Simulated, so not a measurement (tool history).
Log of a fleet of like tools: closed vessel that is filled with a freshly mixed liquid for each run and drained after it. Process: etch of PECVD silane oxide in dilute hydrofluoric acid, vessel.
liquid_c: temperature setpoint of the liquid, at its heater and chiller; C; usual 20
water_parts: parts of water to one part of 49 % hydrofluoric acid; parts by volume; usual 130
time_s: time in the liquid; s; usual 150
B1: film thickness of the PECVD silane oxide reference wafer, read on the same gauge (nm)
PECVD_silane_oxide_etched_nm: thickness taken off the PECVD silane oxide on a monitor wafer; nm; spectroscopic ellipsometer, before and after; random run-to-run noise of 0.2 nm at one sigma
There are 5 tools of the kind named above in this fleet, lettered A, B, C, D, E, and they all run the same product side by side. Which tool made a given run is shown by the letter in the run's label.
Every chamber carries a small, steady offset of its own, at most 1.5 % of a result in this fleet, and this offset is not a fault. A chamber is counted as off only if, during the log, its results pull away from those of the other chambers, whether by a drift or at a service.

At hour 0.9: chamber B: hydrofluoric acid flow meter replaced.
Run 1A, hour 4.6: usual settings; B1 59.998. Result: PECVD_silane_oxide_etched_nm 27.043 nm.
Run 2B, hour 9.8: usual settings; B1 59.993. Result: PECVD_silane_oxide_etched_nm 26.874 nm.
Run 3C, hour 15.8: usual settings; B1 59.992. Result: PECVD_silane_oxide_etched_nm 26.546 nm.
Run 4D, hour 23.4: usual settings; B1 59.98. Result: PECVD_silane_oxide_etched_nm 27.134 nm.
Run 5E, hour 27.2: usual settings; B1 60.015. Result: PECVD_silane_oxide_etched_nm 26.8 nm.
Run 6E, hour 33.5: usual settings; B1 59.986. Result: PECVD_silane_oxide_etched_nm 27.004 nm.
Run 7A, hour 39.1: usual settings but liquid_c 22 C; B1 59.993. Result: PECVD_silane_oxide_etched_nm 29.501 nm.
Run 8B, hour 46.4: usual settings but liquid_c 22 C; B1 59.989. Result: PECVD_silane_oxide_etched_nm 29.491 nm.
Run 9D, hour 51.9: usual settings but liquid_c 22 C; B1 60.015. Result: PECVD_silane_oxide_etched_nm 29.374 nm.
Run 10C, hour 57: usual settings but liquid_c 22 C; B1 59.993. Result: PECVD_silane_oxide_etched_nm 28.699 nm.
Run 11E, hour 61: usual settings but liquid_c 22 C; B1 59.991. Result: PECVD_silane_oxide_etched_nm 28.848 nm.
Run 12A, hour 67.4: usual settings; B1 60.016. Result: PECVD_silane_oxide_etched_nm 26.838 nm.
Run 13C, hour 74.1: usual settings; B1 60.015. Result: PECVD_silane_oxide_etched_nm 26.877 nm.
Run 14B, hour 77.8: usual settings; B1 60.002. Result: PECVD_silane_oxide_etched_nm 26.847 nm.
Run 15D, hour 82.8: usual settings; B1 59.982. Result: PECVD_silane_oxide_etched_nm 27.104 nm.
Run 16C, hour 89.6: usual settings; B1 59.998. Result: PECVD_silane_oxide_etched_nm 26.701 nm.
Run 17D, hour 93.2: usual settings; B1 60.016. Result: PECVD_silane_oxide_etched_nm 26.981 nm.
Run 18B, hour 97.9: usual settings but time_s 230 s; B1 59.981. Result: PECVD_silane_oxide_etched_nm 41.167 nm.
Run 19A, hour 103.5: usual settings but time_s 230 s; B1 60.009. Result: PECVD_silane_oxide_etched_nm 41.201 nm.
Run 20E, hour 111.4: usual settings but time_s 230 s; B1 59.994. Result: PECVD_silane_oxide_etched_nm 41.337 nm.
Run 21A, hour 119.2: usual settings but time_s 230 s; B1 59.985. Result: PECVD_silane_oxide_etched_nm 41.518 nm.
Run 22C, hour 123.6: usual settings but time_s 230 s; B1 60.034. Result: PECVD_silane_oxide_etched_nm 40.907 nm.
Run 23D, hour 130: usual settings; B1 59.995. Result: PECVD_silane_oxide_etched_nm 26.992 nm.
Run 24E, hour 137: usual settings but liquid_c 18.5 C, water_parts 175 parts by volume; B1 59.973. Result: PECVD_silane_oxide_etched_nm 18.034 nm.
Run 25B, hour 142.6: usual settings but liquid_c 18.5 C, water_parts 175 parts by volume; B1 60.01. Result: PECVD_silane_oxide_etched_nm 17.987 nm.
Run 26C, hour 149.4: usual settings but liquid_c 18.5 C, water_parts 175 parts by volume; B1 60.005. Result: PECVD_silane_oxide_etched_nm 17.849 nm.
Run 27A, hour 155.7: usual settings but liquid_c 18.5 C, water_parts 175 parts by volume; B1 59.978. Result: PECVD_silane_oxide_etched_nm 18.019 nm.
Run 28D, hour 163.4: usual settings but liquid_c 18.5 C, water_parts 175 parts by volume; B1 59.981. Result: PECVD_silane_oxide_etched_nm 17.929 nm.
Run 29B, hour 170.3: usual settings; B1 59.981. Result: PECVD_silane_oxide_etched_nm 27.354 nm.
At hour 172.9: chamber D: hydrofluoric acid flow meter replaced.
Run 30E, hour 177.7: usual settings; B1 60.013. Result: PECVD_silane_oxide_etched_nm 26.895 nm.
Run 31C, hour 185.2: usual settings; B1 60.034. Result: PECVD_silane_oxide_etched_nm 26.931 nm.
Run 32A, hour 190.7: usual settings; B1 60.014. Result: PECVD_silane_oxide_etched_nm 26.82 nm.
Run 33E, hour 196.7: usual settings; B1 59.975. Result: PECVD_silane_oxide_etched_nm 27.296 nm.
Run 34D, hour 203.5: usual settings; B1 59.965. Result: PECVD_silane_oxide_etched_nm 26.913 nm.
Run 35B, hour 207.6: usual settings; B1 60.009. Result: PECVD_silane_oxide_etched_nm 27.111 nm.
Run 36B, hour 213.9: usual settings; B1 60.007. Result: PECVD_silane_oxide_etched_nm 27 nm.
Run 37A, hour 219.6: usual settings but time_s 95 s; B1 59.988. Result: PECVD_silane_oxide_etched_nm 17.414 nm.

Next, every chamber runs the same settings. What will each give?
Run 38A, hour 225.5: usual settings. Result: PECVD_silane_oxide_etched_nm ?.
Run 38B, hour 225.5: usual settings. Result: PECVD_silane_oxide_etched_nm ?.
Run 38C, hour 225.5: usual settings. Result: PECVD_silane_oxide_etched_nm ?.
Run 38D, hour 225.5: usual settings. Result: PECVD_silane_oxide_etched_nm ?.
Run 38E, hour 225.5: usual settings. Result: PECVD_silane_oxide_etched_nm ?.

run  PECVD_silane_oxide_etched_nm
38A                        27.025
38B                        27.016
38C                        26.839
38D                        27.239
38E                        26.589
